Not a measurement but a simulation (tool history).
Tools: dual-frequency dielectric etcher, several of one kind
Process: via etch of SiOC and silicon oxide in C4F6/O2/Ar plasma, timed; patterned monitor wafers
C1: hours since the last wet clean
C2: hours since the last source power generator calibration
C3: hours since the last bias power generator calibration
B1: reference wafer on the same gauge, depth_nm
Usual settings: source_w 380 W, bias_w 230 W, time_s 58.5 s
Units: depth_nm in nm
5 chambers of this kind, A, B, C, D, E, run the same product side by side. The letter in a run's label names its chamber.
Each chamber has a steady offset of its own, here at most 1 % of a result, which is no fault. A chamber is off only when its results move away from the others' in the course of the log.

run 1E day=0.204 | source_w=380 bias_w=230 time_s=58.5 | C1=542.4 C2=845.2 C3=686.8 | B1=74.901 | depth_nm=70.333
run 2C day=0.408 | source_w=380 bias_w=230 time_s=58.5 | C1=51.0 C2=1124.6 C3=3924.7 | B1=74.902 | depth_nm=70.584
run 3A day=0.650 | source_w=380 bias_w=230 time_s=58.5 | C1=104.1 C2=2248.7 C3=3274.9 | B1=74.943 | depth_nm=70.674
run 4B day=0.929 | source_w=380 bias_w=230 time_s=58.5 | C1=264.2 C2=1949.0 C3=811.2 | B1=74.977 | depth_nm=70.625
run 5D day=1.262 | source_w=380 bias_w=230 time_s=58.5 | C1=200.4 C2=2016.6 C3=221.2 | B1=74.955 | depth_nm=69.890
-- day=1.392 chamber E: wet clean of the chamber
run 6C day=1.654 | source_w=380 bias_w=230 time_s=58.5 | C1=80.9 C2=1154.5 C3=3954.6 | B1=74.970 | depth_nm=70.673
run 7B day=1.950 | source_w=380 bias_w=230 time_s=58.5 | C1=288.7 C2=1973.5 C3=835.7 | B1=75.003 | depth_nm=70.823
run 8E day=2.367 | source_w=380 bias_w=230 time_s=58.5 | C1=23.4 C2=897.1 C3=738.7 | B1=75.011 | depth_nm=70.400
run 9D day=2.771 | source_w=380 bias_w=230 time_s=58.5 | C1=236.6 C2=2052.8 C3=257.4 | B1=75.066 | depth_nm=69.770
run 10A day=2.967 | source_w=380 bias_w=230 time_s=58.5 | C1=159.7 C2=2304.3 C3=3330.5 | B1=75.043 | depth_nm=70.878
run 11C day=3.238 | source_w=380 bias_w=230 time_s=58.5 | C1=118.9 C2=1192.5 C3=3992.6 | B1=75.092 | depth_nm=70.651
run 12A day=3.654 | source_w=380 bias_w=230 time_s=58.5 | C1=176.2 C2=2320.8 C3=3347.0 | B1=75.101 | depth_nm=70.611
run 13D day=3.904 | source_w=380 bias_w=230 time_s=58.5 | C1=263.8 C2=2080.0 C3=284.6 | B1=75.098 | depth_nm=69.910
run 14E day=4.138 | source_w=380 bias_w=230 time_s=58.5 | C1=65.9 C2=939.6 C3=781.2 | B1=75.102 | depth_nm=70.520
run 15B day=4.375 | source_w=380 bias_w=230 time_s=58.5 | C1=346.9 C2=2031.7 C3=893.9 | B1=75.173 | depth_nm=70.768
run 16D day=4.725 | source_w=380 bias_w=230 time_s=58.5 | C1=283.5 C2=2099.7 C3=304.3 | B1=75.166 | depth_nm=69.883
run 17E day=4.921 | source_w=380 bias_w=230 time_s=58.5 | C1=84.7 C2=958.4 C3=800.0 | B1=75.159 | depth_nm=70.353
run 18A day=5.283 | source_w=380 bias_w=230 time_s=58.5 | C1=215.3 C2=2359.9 C3=3386.1 | B1=75.195 | depth_nm=70.801
run 19B day=5.646 | source_w=380 bias_w=230 time_s=58.5 | C1=377.4 C2=2062.2 C3=924.4 | B1=75.217 | depth_nm=70.871
run 20C day=5.842 | source_w=380 bias_w=230 time_s=58.5 | C1=181.4 C2=1255.0 C3=4055.1 | B1=75.210 | depth_nm=70.806
run 21E day=6.067 | source_w=380 bias_w=230 time_s=58.5 | C1=112.2 C2=985.9 C3=827.5 | B1=75.214 | depth_nm=70.438
run 22B day=6.312 | source_w=280 bias_w=230 time_s=58.5 | C1=393.4 C2=2078.2 C3=940.4 | B1=75.232 | depth_nm=63.287
run 23D day=6.504 | source_w=280 bias_w=230 time_s=58.5 | C1=326.2 C2=2142.4 C3=347.0 | B1=75.253 | depth_nm=62.288
run 24A day=6.879 | source_w=280 bias_w=230 time_s=58.5 | C1=253.6 C2=2398.2 C3=3424.4 | B1=75.309 | depth_nm=63.140
run 25C day=7.075 | source_w=280 bias_w=230 time_s=58.5 | C1=211.0 C2=1284.6 C3=4084.7 | B1=75.291 | depth_nm=63.002
run 26B day=7.362 | source_w=280 bias_w=230 time_s=58.5 | C1=418.6 C2=2103.4 C3=965.6 | B1=75.282 | depth_nm=63.456
run 27E day=7.725 | source_w=380 bias_w=230 time_s=58.5 | C1=152.0 C2=1025.7 C3=867.3 | B1=75.315 | depth_nm=70.590
run 28A day=8.021 | source_w=380 bias_w=230 time_s=58.5 | C1=281.0 C2=2425.6 C3=3451.8 | B1=75.352 | depth_nm=70.992
run 29D day=8.321 | source_w=380 bias_w=230 time_s=58.5 | C1=369.8 C2=2186.0 C3=390.6 | B1=75.361 | depth_nm=70.224
run 30C day=8.517 | source_w=380 bias_w=230 time_s=58.5 | C1=245.6 C2=1319.2 C3=4119.3 | B1=75.336 | depth_nm=70.983
run 31A day=8.892 | source_w=430 bias_w=230 time_s=71.0 | C1=301.9 C2=2446.5 C3=3472.7 | B1=75.353 | depth_nm=90.397
run 32E day=9.196 | source_w=430 bias_w=230 time_s=71.0 | C1=187.3 C2=1061.0 C3=902.6 | B1=75.411 | depth_nm=90.171
run 33C day=9.517 | source_w=430 bias_w=230 time_s=71.0 | C1=269.6 C2=1343.2 C3=4143.3 | B1=75.414 | depth_nm=90.316

Is one chamber off against the others, does the gauge drift, or is nothing wrong? If a chamber is off, say which, and what the likeliest cause is.

The gauge drifts, so all chambers seem to drift together. No chamber is off.
Cause: gauge reads high (%) = 0.719.
